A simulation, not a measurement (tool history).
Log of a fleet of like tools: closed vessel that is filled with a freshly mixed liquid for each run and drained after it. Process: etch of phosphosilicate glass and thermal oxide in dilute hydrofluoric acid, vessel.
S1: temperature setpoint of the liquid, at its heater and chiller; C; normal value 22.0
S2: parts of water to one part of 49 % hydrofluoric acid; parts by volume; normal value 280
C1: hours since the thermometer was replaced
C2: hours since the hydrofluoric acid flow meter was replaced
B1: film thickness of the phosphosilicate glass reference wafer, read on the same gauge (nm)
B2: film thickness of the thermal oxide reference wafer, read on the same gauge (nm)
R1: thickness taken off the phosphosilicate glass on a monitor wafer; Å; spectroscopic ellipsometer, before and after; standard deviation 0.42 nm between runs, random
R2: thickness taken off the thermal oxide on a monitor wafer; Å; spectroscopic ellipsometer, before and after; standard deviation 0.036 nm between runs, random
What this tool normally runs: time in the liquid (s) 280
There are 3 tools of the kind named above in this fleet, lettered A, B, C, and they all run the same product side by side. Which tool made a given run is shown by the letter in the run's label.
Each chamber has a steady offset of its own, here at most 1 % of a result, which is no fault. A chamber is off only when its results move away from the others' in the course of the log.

{"run": "1A", "hour": 8.7, "S1": 22.0, "S2": 280, "time in the liquid (s)": 280, "C1": 365.8, "C2": 1334.9, "B1": 149.99, "B2": 120.01, "R1": 538.05, "R2": 35.69}
{"run": "2B", "hour": 21.2, "S1": 22.0, "S2": 280, "time in the liquid (s)": 280, "C1": 1385.1, "C2": 374.3, "B1": 150.03, "B2": 120.01, "R1": 543.18, "R2": 35.397}
{"run": "3C", "hour": 35.1, "S1": 22.0, "S2": 280, "time in the liquid (s)": 280, "C1": 1379.4, "C2": 250.3, "B1": 150.02, "B2": 120.03, "R1": 540.45, "R2": 34.636}
{"run": "4A", "hour": 45.2, "S1": 22.0, "S2": 280, "time in the liquid (s)": 280, "C1": 402.3, "C2": 1371.4, "B1": 149.97, "B2": 119.99, "R1": 539.19, "R2": 35.165}
{"run": "5C", "hour": 57.7, "S1": 22.0, "S2": 280, "time in the liquid (s)": 280, "C1": 1402.0, "C2": 272.9, "B1": 150.02, "B2": 120.04, "R1": 544.34, "R2": 35.605}
{"run": "6B", "hour": 65.8, "S1": 22.0, "S2": 280, "time in the liquid (s)": 280, "C1": 1429.7, "C2": 418.9, "B1": 150.06, "B2": 120.01, "R1": 545.92, "R2": 35.08}
{"run": "7A", "hour": 72.8, "S1": 22.0, "S2": 280, "time in the liquid (s)": 370, "C1": 429.9, "C2": 1399.0, "B1": 149.97, "B2": 120.02, "R1": 721.05, "R2": 47.222}
{"run": "8B", "hour": 81.7, "S1": 22.0, "S2": 280, "time in the liquid (s)": 370, "C1": 1445.6, "C2": 434.8, "B1": 150.01, "B2": 120.01, "R1": 719.07, "R2": 46.078}
{"run": "9C", "hour": 91.0, "S1": 22.0, "S2": 280, "time in the liquid (s)": 370, "C1": 1435.3, "C2": 306.2, "B1": 150.01, "B2": 120.01, "R1": 711.95, "R2": 45.532}
{"run": "10C", "hour": 104.5, "S1": 22.0, "S2": 280, "time in the liquid (s)": 280, "C1": 1448.8, "C2": 319.7, "B1": 150.04, "B2": 120.02, "R1": 549.26, "R2": 35.107}
{"run": "11A", "hour": 115.6, "S1": 22.0, "S2": 280, "time in the liquid (s)": 280, "C1": 472.7, "C2": 1441.8, "B1": 149.99, "B2": 120.03, "R1": 549.21, "R2": 35.764}
{"run": "12B", "hour": 127.8, "S1": 22.0, "S2": 280, "time in the liquid (s)": 280, "C1": 1491.7, "C2": 480.9, "B1": 149.97, "B2": 120.01, "R1": 548.56, "R2": 35.24}
{"run": "13C", "hour": 137.8, "S1": 22.0, "S2": 390, "time in the liquid (s)": 280, "C1": 1482.1, "C2": 353.0, "B1": 150.01, "B2": 120.04, "R1": 348.9, "R2": 22.455}
{"run": "14B", "hour": 144.1, "S1": 22.0, "S2": 390, "time in the liquid (s)": 280, "C1": 1508.0, "C2": 497.2, "B1": 150.01, "B2": 120.0, "R1": 358.31, "R2": 23.448}
{"run": "15A", "hour": 151.6, "S1": 22.0, "S2": 390, "time in the liquid (s)": 280, "C1": 508.7, "C2": 1477.8, "B1": 149.97, "B2": 120.0, "R1": 361.99, "R2": 23.264}
{"run": "16B", "hour": 158.4, "S1": 22.0, "S2": 280, "time in the liquid (s)": 280, "C1": 1522.3, "C2": 511.5, "B1": 150.01, "B2": 120.03, "R1": 555.76, "R2": 35.954}
{"hour": 164.7, "done": "chamber B: thermometer replaced"}
{"run": "17C", "hour": 172.4, "S1": 22.0, "S2": 280, "time in the liquid (s)": 280, "C1": 1516.7, "C2": 387.6, "B1": 150.0, "B2": 119.96, "R1": 541.38, "R2": 35.651}
{"run": "18A", "hour": 180.2, "S1": 22.0, "S2": 280, "time in the liquid (s)": 280, "C1": 537.3, "C2": 1506.4, "B1": 149.98, "B2": 119.98, "R1": 542.08, "R2": 36.01}
{"run": "19C", "hour": 188.4, "S1": 22.0, "S2": 280, "time in the liquid (s)": 280, "C1": 1532.7, "C2": 403.6, "B1": 150.04, "B2": 119.99, "R1": 541.76, "R2": 35.06}
{"run": "20B", "hour": 194.9, "S1": 22.0, "S2": 280, "time in the liquid (s)": 280, "C1": 30.2, "C2": 548.0, "B1": 149.98, "B2": 120.04, "R1": 566.97, "R2": 37.004}
{"run": "21A", "hour": 203.4, "S1": 22.0, "S2": 280, "time in the liquid (s)": 280, "C1": 560.5, "C2": 1529.6, "B1": 150.0, "B2": 120.02, "R1": 549.31, "R2": 35.268}
{"run": "22A", "hour": 212.9, "S1": 22.0, "S2": 280, "time in the liquid (s)": 280, "C1": 570.0, "C2": 1539.1, "B1": 149.98, "B2": 120.0, "R1": 545.52, "R2": 35.572}
{"run": "23C", "hour": 220.8, "S1": 22.0, "S2": 280, "time in the liquid (s)": 280, "C1": 1565.1, "C2": 436.0, "B1": 150.0, "B2": 120.01, "R1": 546.36, "R2": 34.645}
{"run": "24B", "hour": 231.8, "S1": 22.0, "S2": 280, "time in the liquid (s)": 280, "C1": 67.1, "C2": 584.9, "B1": 150.0, "B2": 120.0, "R1": 585.22, "R2": 37.108}
{"hour": 238.1, "done": "chamber A: thermometer replaced"}
{"run": "25B", "hour": 243.0, "S1": 22.0, "S2": 280, "time in the liquid (s)": 280, "C1": 78.3, "C2": 596.1, "B1": 150.0, "B2": 120.01, "R1": 581.96, "R2": 37.285}
{"run": "26A", "hour": 254.5, "S1": 22.0, "S2": 280, "time in the liquid (s)": 410, "C1": 16.4, "C2": 1580.7, "B1": 150.0, "B2": 120.04, "R1": 791.3, "R2": 52.095}
{"run": "27C", "hour": 267.7, "S1": 22.0, "S2": 280, "time in the liquid (s)": 410, "C1": 1612.0, "C2": 482.9, "B1": 150.01, "B2": 120.0, "R1": 802.84, "R2": 51.504}
{"run": "28B", "hour": 281.3, "S1": 22.0, "S2": 280, "time in the liquid (s)": 410, "C1": 116.6, "C2": 634.4, "B1": 150.01, "B2": 119.97, "R1": 859.56, "R2": 56.482}
{"run": "29C", "hour": 293.0, "S1": 22.0, "S2": 280, "time in the liquid (s)": 280, "C1": 1637.3, "C2": 508.2, "B1": 149.96, "B2": 120.02, "R1": 541.28, "R2": 35.181}
{"run": "30A", "hour": 301.1, "S1": 22.0, "S2": 280, "time in the liquid (s)": 280, "C1": 63.0, "C2": 1627.3, "B1": 150.01, "B2": 120.0, "R1": 549.95, "R2": 35.941}
{"run": "31C", "hour": 311.7, "S1": 17.5, "S2": 280, "time in the liquid (s)": 280, "C1": 1656.0, "C2": 526.9, "B1": 149.99, "B2": 119.99, "R1": 455.45, "R2": 30.247}

Which is it: a chamber that has drifted or been left off by a service, a gauge drift common to all chambers, or only each chamber's usual small offset? If a chamber is off, name it and its likeliest cause.

Chamber B drifts away from the others.
Cause: hydrofluoric acid flow above the setpoint (%) = 8.64.

Which of the 4 candidates below, each the usual settings with something changed and its results left as question marks, puts chamber B back in line with what the other chambers give on the usual settings?
Maximum distance from the other chambers' mean on the usual settings for a result to count as in line: R1 15.00 Å; R2 1.300 Å
{"run": "32B-1", "hour": 321.6, "S1": 22.0, "S2": 270, "time in the liquid (s)": 295, "R1": "?", "R2": "?"}
{"run": "32B-2", "hour": 321.6, "S1": 22.0, "S2": 260, "time in the liquid (s)": 300, "R1": "?", "R2": "?"}
{"run": "32B-3", "hour": 321.6, "S1": 22.0, "S2": 290, "time in the liquid (s)": 265, "R1": "?", "R2": "?"}
{"run": "32B-4", "hour": 321.6, "S1": 22.0, "S2": 300, "time in the liquid (s)": 260, "R1": "?", "R2": "?"}

Other chambers, usual settings, mean: R1 545.54 Å; R2 35.345 Å
run=32B-1 R1=665.45 R2=42.847
run=32B-2 R1=709.42 R2=45.678
run=32B-3 R1=546.28 R2=35.174
run=32B-4 R1=513.40 R2=33.057
32B-3 is the one that brings the chamber's results back in line with the other chambers.

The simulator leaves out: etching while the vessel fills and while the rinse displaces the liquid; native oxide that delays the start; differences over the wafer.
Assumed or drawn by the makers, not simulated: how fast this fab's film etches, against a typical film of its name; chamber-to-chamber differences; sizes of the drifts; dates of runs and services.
